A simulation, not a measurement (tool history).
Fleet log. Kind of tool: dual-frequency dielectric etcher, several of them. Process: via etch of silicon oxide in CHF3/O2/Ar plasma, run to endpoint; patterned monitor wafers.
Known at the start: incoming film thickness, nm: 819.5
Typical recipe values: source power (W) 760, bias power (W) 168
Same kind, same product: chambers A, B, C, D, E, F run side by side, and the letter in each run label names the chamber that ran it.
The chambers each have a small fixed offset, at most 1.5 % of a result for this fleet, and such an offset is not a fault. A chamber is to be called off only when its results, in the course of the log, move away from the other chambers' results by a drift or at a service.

| run | day | source power (W) | bias power (W) | hours since the last wet clean | hours since the last source power generator calibration | hours since the last bias power generator calibration | endpoint time (s) |
|---|---|---|---|---|---|---|---|
| 1F | 0.433 | 760 | 168 | 84.6 | 45.6 | 3070.3 | 387.97 |
| 2C | 0.838 | 760 | 168 | 294.5 | 3288.2 | 238.3 | 386.63 |
| 3A | 1.233 | 760 | 168 | 398.3 | 3082.9 | 2681.8 | 382.03 |
|  | 1.588 | chamber A: bias power generator calibrated |
| 4D | 1.779 | 760 | 168 | 120.3 | 961.9 | 1332.4 | 385.68 |
| 5B | 2.162 | 760 | 168 | 373.9 | 1336.1 | 439.9 | 391.46 |
| 6E | 2.438 | 760 | 168 | 282.1 | 2060.7 | 1664.2 | 382.53 |
| 7D | 2.721 | 760 | 168 | 142.9 | 984.5 | 1355.0 | 385.76 |
| 8E | 3.033 | 760 | 168 | 296.4 | 2075.0 | 1678.5 | 381.44 |
| 9B | 3.596 | 760 | 168 | 408.3 | 1370.5 | 474.3 | 389.44 |
| 10F | 4.004 | 760 | 129 | 170.3 | 131.3 | 3156.0 | 422.62 |
|  | 4.108 | chamber A: wet clean of the chamber |
| 11C | 4.358 | 760 | 129 | 379.0 | 3372.7 | 322.8 | 420.78 |
| 12A | 4.838 | 760 | 129 | 17.5 | 3169.4 | 78.0 | 417.39 |
| 13A | 5.158 | 760 | 129 | 25.2 | 3177.1 | 85.7 | 421.38 |
|  | 5.292 | chamber F: bias power generator calibrated |
| 14B | 5.554 | 760 | 129 | 455.3 | 1417.5 | 521.3 | 423.61 |
| 15C | 5.846 | 760 | 129 | 414.7 | 3408.4 | 358.5 | 423.28 |
|  | 5.983 | chamber A: source power generator calibrated |
| 16E | 6.179 | 760 | 168 | 371.9 | 2150.5 | 1754.0 | 381.52 |
| 17F | 6.504 | 760 | 168 | 230.3 | 191.3 | 29.1 | 388.82 |
| 18D | 6.879 | 760 | 168 | 242.7 | 1084.3 | 1454.8 | 386.29 |
|  | 7.108 | chamber B: wet clean of the chamber |
| 19C | 7.392 | 640 | 195 | 451.8 | 3445.5 | 395.6 | 392.09 |
| 20D | 7.750 | 640 | 195 | 263.6 | 1105.2 | 1475.7 | 394.09 |
| 21F | 8.004 | 640 | 195 | 266.3 | 227.3 | 65.1 | 395.11 |
| 22A | 8.325 | 640 | 195 | 101.2 | 56.3 | 161.7 | 388.06 |
| 23E | 8.700 | 640 | 195 | 432.4 | 2211.0 | 1814.5 | 383.24 |
|  | 8.917 | chamber C: wet clean of the chamber |
| 24B | 9.004 | 640 | 195 | 45.5 | 1500.3 | 604.1 | 398.04 |
| 25E | 9.321 | 870 | 153 | 447.3 | 2225.9 | 1829.4 | 369.70 |
| 26A | 9.883 | 870 | 153 | 138.6 | 93.7 | 199.1 | 376.92 |
| 27C | 10.250 | 870 | 153 | 32.0 | 3514.1 | 464.2 | 376.07 |
| 28D | 10.650 | 870 | 153 | 333.2 | 1174.8 | 1545.3 | 378.23 |
| 29F | 11.112 | 870 | 153 | 340.9 | 301.9 | 139.7 | 381.80 |
|  | 11.192 | chamber E: source power generator calibrated |
| 30B | 11.429 | 870 | 153 | 103.7 | 1558.5 | 662.3 | 383.64 |
| 31A | 11.946 | 760 | 168 | 188.1 | 143.2 | 248.6 | 385.36 |
| 32C | 12.288 | 760 | 168 | 80.9 | 3563.0 | 513.1 | 387.60 |
| 33E | 12.571 | 760 | 168 | 525.3 | 33.1 | 1907.4 | 373.93 |
| 34F | 12.933 | 760 | 168 | 384.6 | 345.6 | 183.4 | 389.20 |
| 35B | 13.454 | 760 | 168 | 152.3 | 1607.1 | 710.9 | 391.27 |
| 36D | 13.992 | 760 | 168 | 413.4 | 1255.0 | 1625.5 | 387.51 |

Which is it: a chamber that has drifted or been left off by a service, a gauge drift common to all chambers, or only each chamber's usual small offset? If a chamber is off, name it and its likeliest cause.

Little by little, chamber E moves away from the other chambers.
What lies behind it: etch rate over this chamber's usual, % = 3.58.

Which of the 4 candidates below, each the usual settings with something changed and its results left as question marks, puts chamber E back in line with what the other chambers give on the usual settings?
In line here means within this much of the mean the other chambers give on the usual settings: endpoint time (s) 5.10
| 37E-1 | 14.400 | 850 | 168 |  |  |  | ? |
| 37E-2 | 14.400 | 730 | 163 |  |  |  | ? |
| 37E-3 | 14.400 | 710 | 158 |  |  |  | ? |
| 37E-4 | 14.400 | 790 | 173 |  |  |  | ? |

On the usual settings, the other chambers give on average: endpoint time (s) 387.97
| run | endpoint time (s) |
|---|---|
| 37E-1 | 354.32 |
| 37E-2 | 379.52 |
| 37E-3 | 387.49 |
| 37E-4 | 361.07 |
37E-3 is the one that brings the chamber's results back in line with the other chambers.
